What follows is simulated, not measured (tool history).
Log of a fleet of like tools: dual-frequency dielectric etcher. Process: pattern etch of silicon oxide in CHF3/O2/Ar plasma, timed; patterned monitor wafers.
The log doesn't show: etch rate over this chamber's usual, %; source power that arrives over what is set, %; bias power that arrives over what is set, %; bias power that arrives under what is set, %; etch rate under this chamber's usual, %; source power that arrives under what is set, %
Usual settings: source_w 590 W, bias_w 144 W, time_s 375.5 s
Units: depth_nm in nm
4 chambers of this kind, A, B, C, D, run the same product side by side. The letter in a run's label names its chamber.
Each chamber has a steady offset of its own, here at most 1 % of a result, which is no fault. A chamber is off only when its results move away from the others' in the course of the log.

run	hour	source_w	bias_w	time_s	hours since the last wet clean	hours since the last source power generator calibration	hours since the last bias power generator calibration	read-back reference wafer on the same gauge, depth_nm	depth_nm
1A	8.5	590	144	375.5	465.9	2335.7	820.6	683.90	689.60
# hour 13.6: chamber B: wet clean of the chamber
2B	13.6	590	144	375.5	0.1	1329.3	542.1	683.99	678.21
3C	20.1	590	144	375.5	189.9	1716.1	1304.5	684.01	687.24
4D	28.7	590	144	375.5	417.0	832.1	1719.9	684.18	689.03
5D	33.8	590	144	375.5	422.1	837.2	1725.0	683.93	690.33
6A	41.0	590	144	375.5	498.4	2368.2	853.1	683.84	690.79
7B	45.6	710	144	375.5	32.1	1361.3	574.1	683.66	728.78
8C	50.1	710	144	375.5	219.9	1746.1	1334.5	683.77	741.68
9D	57.9	710	144	375.5	446.2	861.3	1749.1	683.90	739.60
# hour 64.3: chamber A: wet clean of the chamber
10C	65.2	710	144	375.5	235.0	1761.2	1349.6	683.77	740.20
11B	71.9	590	144	375.5	58.4	1387.6	600.4	684.00	674.95
12A	79.2	590	144	375.5	15.0	2406.4	891.3	683.86	692.27
# hour 83.0: chamber D: wet clean of the chamber
13A	86.0	590	144	375.5	21.8	2413.2	898.1	684.39	692.65
14B	94.6	590	144	375.5	81.1	1410.3	623.1	684.21	679.38
15D	102.1	590	144	375.5	19.1	905.5	1793.3	683.90	689.85
16C	107.0	590	144	375.5	276.8	1803.0	1391.4	683.41	692.50
17D	112.3	590	144	375.5	29.3	915.7	1803.5	684.02	689.19
18B	118.5	590	159	375.5	105.0	1434.2	647.0	684.20	701.58
19C	123.1	590	159	375.5	292.9	1819.1	1407.5	684.52	712.04
20A	128.5	590	159	375.5	64.3	2455.7	940.6	683.65	710.12
21C	133.0	590	159	375.5	302.8	1829.0	1417.4	683.64	711.05
22A	140.9	590	144	375.5	76.7	2468.1	953.0	684.11	687.49
23B	147.4	590	144	375.5	133.9	1463.1	675.9	683.62	680.49
24D	153.1	590	144	375.5	70.1	956.5	1844.3	683.71	689.78
25A	157.3	590	144	375.5	93.1	2484.5	969.4	684.16	691.49
26B	165.4	590	126	339.5	151.9	1481.1	693.9	684.20	586.72
27D	170.8	590	126	339.5	87.8	974.2	1862.0	684.10	596.77
28C	179.4	590	126	339.5	349.2	1875.4	1463.8	683.86	596.96
29C	186.9	590	126	339.5	356.7	1882.9	1471.3	684.35	596.78
30A	190.9	590	144	375.5	126.7	2518.1	1003.0	684.08	689.80
31B	195.1	590	144	375.5	181.6	1510.8	723.6	683.74	682.24
32D	201.1	590	144	375.5	118.1	1004.5	1892.3	684.09	690.45
33C	207.7	590	144	375.5	377.5	1903.7	1492.1	683.96	687.55
34D	215.6	590	144	375.5	132.6	1019.0	1906.8	684.31	689.69
35A	222.5	590	144	375.5	158.3	2549.7	1034.6	684.14	688.23
36B	229.9	590	144	375.5	216.4	1545.6	758.4	683.94	678.66
37D	237.1	590	144	375.5	154.1	1040.5	1928.3	684.18	687.20
38C	244.8	590	171	375.5	414.6	1940.8	1529.2	683.95	727.68
39B	251.2	590	171	375.5	237.7	1566.9	779.7	683.99	719.88
40A	259.5	590	171	375.5	195.3	2586.7	1071.6	684.08	729.89
41A	263.8	590	171	375.5	199.6	2591.0	1075.9	684.54	730.60

All 4 chambers run these settings next. Forecast each chamber's results:
42A	270.0	590	144	455.0					?
42B	270.0	590	144	455.0					?
42C	270.0	590	144	455.0					?
42D	270.0	590	144	455.0					?

run	depth_nm
42A	833.90
42B	817.01
42C	838.14
42D	833.71
